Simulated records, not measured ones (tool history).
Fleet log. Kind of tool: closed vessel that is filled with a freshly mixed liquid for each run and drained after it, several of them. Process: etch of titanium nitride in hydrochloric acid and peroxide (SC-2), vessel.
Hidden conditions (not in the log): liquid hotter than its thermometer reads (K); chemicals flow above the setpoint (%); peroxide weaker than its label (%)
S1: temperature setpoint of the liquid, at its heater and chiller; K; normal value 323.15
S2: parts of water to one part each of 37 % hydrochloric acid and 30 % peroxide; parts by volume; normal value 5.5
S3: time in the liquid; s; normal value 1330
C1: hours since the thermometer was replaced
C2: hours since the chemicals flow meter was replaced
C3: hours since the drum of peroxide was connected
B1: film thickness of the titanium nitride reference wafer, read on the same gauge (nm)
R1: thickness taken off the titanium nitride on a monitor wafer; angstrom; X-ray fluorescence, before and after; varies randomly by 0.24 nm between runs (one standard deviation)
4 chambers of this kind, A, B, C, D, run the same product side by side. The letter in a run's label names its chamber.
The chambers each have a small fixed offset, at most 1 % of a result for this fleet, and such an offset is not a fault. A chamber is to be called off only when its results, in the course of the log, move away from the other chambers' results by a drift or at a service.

| run | hour | S1 | S2 | S3 | C1 | C2 | C3 | B1 | R1 |
|---|---|---|---|---|---|---|---|---|---|
| 1A | 6.1 | 323.15 | 5.5 | 1330 | 987.5 | 405.3 | 1023.0 | 149.95 | 497.20 |
| 2D | 11.9 | 323.15 | 5.5 | 1330 | 985.4 | 1306.0 | 1031.6 | 150.00 | 492.01 |
| 3C | 19.0 | 323.15 | 5.5 | 1330 | 325.7 | 1427.1 | 129.1 | 150.01 | 494.93 |
| 4B | 26.5 | 323.15 | 5.5 | 1330 | 307.3 | 1223.3 | 857.1 | 149.97 | 502.80 |
|  | 30.6 | chamber A: thermometer replaced |
| 5C | 32.2 | 323.15 | 5.5 | 1330 | 338.9 | 1440.3 | 142.3 | 149.99 | 492.08 |
| 6A | 38.0 | 323.15 | 5.5 | 1330 | 7.4 | 437.2 | 1054.9 | 149.98 | 499.38 |
| 7B | 45.7 | 323.15 | 5.5 | 1330 | 326.5 | 1242.5 | 876.3 | 150.01 | 499.50 |
| 8D | 52.2 | 323.15 | 5.5 | 1330 | 1025.7 | 1346.3 | 1071.9 | 149.97 | 497.32 |
| 9A | 56.9 | 323.15 | 5.5 | 1330 | 26.3 | 456.1 | 1073.8 | 149.97 | 497.78 |
|  | 63.2 | chamber D: chemicals flow meter replaced |
| 10B | 64.9 | 323.15 | 5.5 | 1330 | 345.7 | 1261.7 | 895.5 | 150.00 | 502.71 |
| 11D | 73.4 | 323.15 | 5.5 | 1330 | 1046.9 | 10.3 | 1093.1 | 149.98 | 507.32 |
| 12C | 77.6 | 323.15 | 5.5 | 1330 | 384.3 | 1485.7 | 187.7 | 150.02 | 496.89 |
| 13C | 84.1 | 323.15 | 5.5 | 1330 | 390.8 | 1492.2 | 194.2 | 149.98 | 494.85 |
| 14D | 87.9 | 323.15 | 5.5 | 1330 | 1061.4 | 24.8 | 1107.6 | 150.04 | 505.56 |
| 15B | 92.1 | 323.15 | 5.5 | 1330 | 372.9 | 1288.9 | 922.7 | 149.96 | 500.58 |
| 16A | 97.5 | 323.15 | 5.5 | 1330 | 66.9 | 496.7 | 1114.4 | 149.98 | 505.44 |
| 17D | 102.9 | 323.15 | 5.5 | 1330 | 1076.4 | 39.8 | 1122.6 | 149.99 | 511.42 |
| 18B | 107.4 | 323.15 | 5.5 | 1330 | 388.2 | 1304.2 | 938.0 | 149.96 | 504.25 |
| 19A | 113.2 | 323.15 | 5.5 | 1330 | 82.6 | 512.4 | 1130.1 | 149.97 | 501.68 |
| 20C | 121.3 | 323.15 | 5.5 | 1330 | 428.0 | 1529.4 | 231.4 | 150.05 | 492.72 |
| 21D | 125.3 | 323.15 | 5.5 | 1330 | 1098.8 | 62.2 | 1145.0 | 149.94 | 517.62 |
| 22C | 131.2 | 313.65 | 4.0 | 1330 | 437.9 | 1539.3 | 241.3 | 150.01 | 325.97 |
| 23B | 136.2 | 313.65 | 4.0 | 1330 | 417.0 | 1333.0 | 966.8 | 150.01 | 322.14 |
| 24A | 139.9 | 313.65 | 4.0 | 1330 | 109.3 | 539.1 | 1156.8 | 150.02 | 323.90 |
| 25A | 146.5 | 313.65 | 4.0 | 1330 | 115.9 | 545.7 | 1163.4 | 150.02 | 324.71 |
| 26B | 151.8 | 323.15 | 5.5 | 1330 | 432.6 | 1348.6 | 982.4 | 149.98 | 501.70 |
| 27C | 160.1 | 323.15 | 5.5 | 1330 | 466.8 | 1568.2 | 270.2 | 150.02 | 492.94 |
| 28D | 164.0 | 330.65 | 4.5 | 1330 | 1137.5 | 100.9 | 1183.7 | 150.03 | 976.31 |
| 29D | 168.5 | 330.65 | 4.5 | 1330 | 1142.0 | 105.4 | 1188.2 | 150.02 | 978.57 |
| 30B | 172.7 | 330.65 | 4.5 | 1330 | 453.5 | 1369.5 | 1003.3 | 150.01 | 947.58 |
| 31A | 180.7 | 330.65 | 4.5 | 1330 | 150.1 | 579.9 | 1197.6 | 150.00 | 937.43 |
| 32C | 185.1 | 323.15 | 5.5 | 1330 | 491.8 | 1593.2 | 295.2 | 149.98 | 495.00 |
| 33B | 190.4 | 323.15 | 5.5 | 1330 | 471.2 | 1387.2 | 1021.0 | 150.00 | 503.16 |
| 34A | 198.4 | 323.15 | 5.5 | 1330 | 167.8 | 597.6 | 1215.3 | 149.98 | 498.76 |
| 35D | 206.3 | 323.15 | 5.5 | 1330 | 1179.8 | 143.2 | 1226.0 | 150.01 | 520.67 |

Read the log: is a single chamber off, either drifting away or since a service, is the gauge that measures every chamber drifting, or is nothing wrong beyond small per-chamber offsets? Name any odd chamber and what most likely caused it.

One chamber, D, drifts off from the rest bit by bit.
Likeliest cause: liquid hotter than its thermometer reads (K) = 0.967.

Which of the 4 candidates below, each the usual settings with something changed and its results left as question marks, puts chamber D back in line with what the other chambers give on the usual settings?
A result is in line if it is within this distance of the other chambers' mean on the usual settings: R1 8.30 angstrom
| 36D-1 | 212.4 | 323.15 | 5.5 | 1255 |  |  |  |  | ? |
| 36D-2 | 212.4 | 323.15 | 5.5 | 1405 |  |  |  |  | ? |
| 36D-3 | 212.4 | 323.15 | 5.5 | 1450 |  |  |  |  | ? |
| 36D-4 | 212.4 | 323.15 | 5.5 | 1210 |  |  |  |  | ? |

Other chambers, usual settings, mean: R1 498.36 angstrom
| run | R1 |
|---|---|
| 36D-1 | 497.26 |
| 36D-2 | 556.69 |
| 36D-3 | 574.52 |
| 36D-4 | 479.43 |
With 36D-1, the chamber falls back in line with the rest.
